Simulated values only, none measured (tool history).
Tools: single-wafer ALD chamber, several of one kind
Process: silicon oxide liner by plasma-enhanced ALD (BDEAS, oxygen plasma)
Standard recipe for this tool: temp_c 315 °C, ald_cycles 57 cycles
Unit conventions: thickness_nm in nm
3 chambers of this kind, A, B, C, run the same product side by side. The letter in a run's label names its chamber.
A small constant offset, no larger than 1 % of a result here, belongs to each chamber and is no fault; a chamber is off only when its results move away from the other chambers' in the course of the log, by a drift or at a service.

run     day  temp_c  ald_cycles  hours since the last thermocouple change  read-back reference wafer on the same gauge, thickness_nm  thickness_nm
 1A   0.583     315          57                                       466                                                     6.2271        5.2343
 2B   1.167     315          57                                    1000.9                                                     6.2165        5.2004
 3C     1.5     315          57                                     764.5                                                     6.2165        5.1577
 4C   2.054     315          57                                     777.8                                                     6.2188        5.1416
 5A   2.442     315          57                                     510.6                                                     6.2155        5.2087
 6B   2.962     315          57                                      1044                                                     6.2181        5.2519
 7C   3.479     315          57                                       812                                                     6.2214        5.2033
 8A   4.058     315          57                                     549.4                                                     6.2203        5.1963
 9B   4.475     315          57                                    1080.3                                                     6.2239         5.259
      4.617  -- chamber B: thermocouple changed; heater temperature recalibrated
10B   4.762     315          57                                       3.6                                                      6.217        5.2365
11C   5.042     315          57                                     849.5                                                     6.2193        5.1249
12A   5.529     315          57                                     584.7                                                     6.2132        5.2076
13B   5.954     315          57                                      32.2                                                     6.2178        5.2451
14A   6.462     315          50                                     607.1                                                     6.2247        4.5559
15C   6.958     315          50                                     895.5                                                     6.2183        4.5198
16C   7.388     315          50                                     905.8                                                     6.2226        4.5511
17B   7.729     315          57                                      74.8                                                      6.219        5.2018
18A   8.154     315          57                                     647.7                                                     6.2179        5.2026
19A   8.671     315          57                                     660.1                                                     6.2091        5.2261
20C   9.242     315          57                                     950.3                                                     6.2252        5.2372
21B   9.554     315          48                                     118.6                                                     6.2219        4.4164
22B   9.962     315          48                                     128.4                                                     6.2139        4.3711
23A  10.275     315          48                                     698.6                                                     6.2267        4.3868
24C  10.738     315          57                                     986.2                                                     6.2191        5.1993
25C  11.188     326          48                                       997                                                     6.2185        4.3004
26A  11.667     326          48                                       732                                                     6.2238        4.2928
27B   11.95     326          48                                     176.1                                                     6.2187        4.3651
28B  12.225     315          57                                     182.7                                                     6.2197        5.2145
29C  12.729     315          57                                      1034                                                     6.2175        5.1758
30A  13.333     315          57                                       772                                                     6.2159        5.1933
31A  13.625     315          57                                       779                                                     6.2158        5.2077
32C  13.896     315          57                                      1062                                                     6.2238        5.1442
33B  14.371     315          57                                     234.2                                                     6.2145         5.238
34B  14.679     315          57                                     241.6                                                     6.2223        5.2541
35A  15.175     315          57                                     816.2                                                     6.2138        5.1833

Is one chamber off against the others, does the gauge drift, or is nothing wrong? If a chamber is off, say which, and what the likeliest cause is.

No chamber is off and the gauge is stable; the differences are just each chamber's small, constant offset.

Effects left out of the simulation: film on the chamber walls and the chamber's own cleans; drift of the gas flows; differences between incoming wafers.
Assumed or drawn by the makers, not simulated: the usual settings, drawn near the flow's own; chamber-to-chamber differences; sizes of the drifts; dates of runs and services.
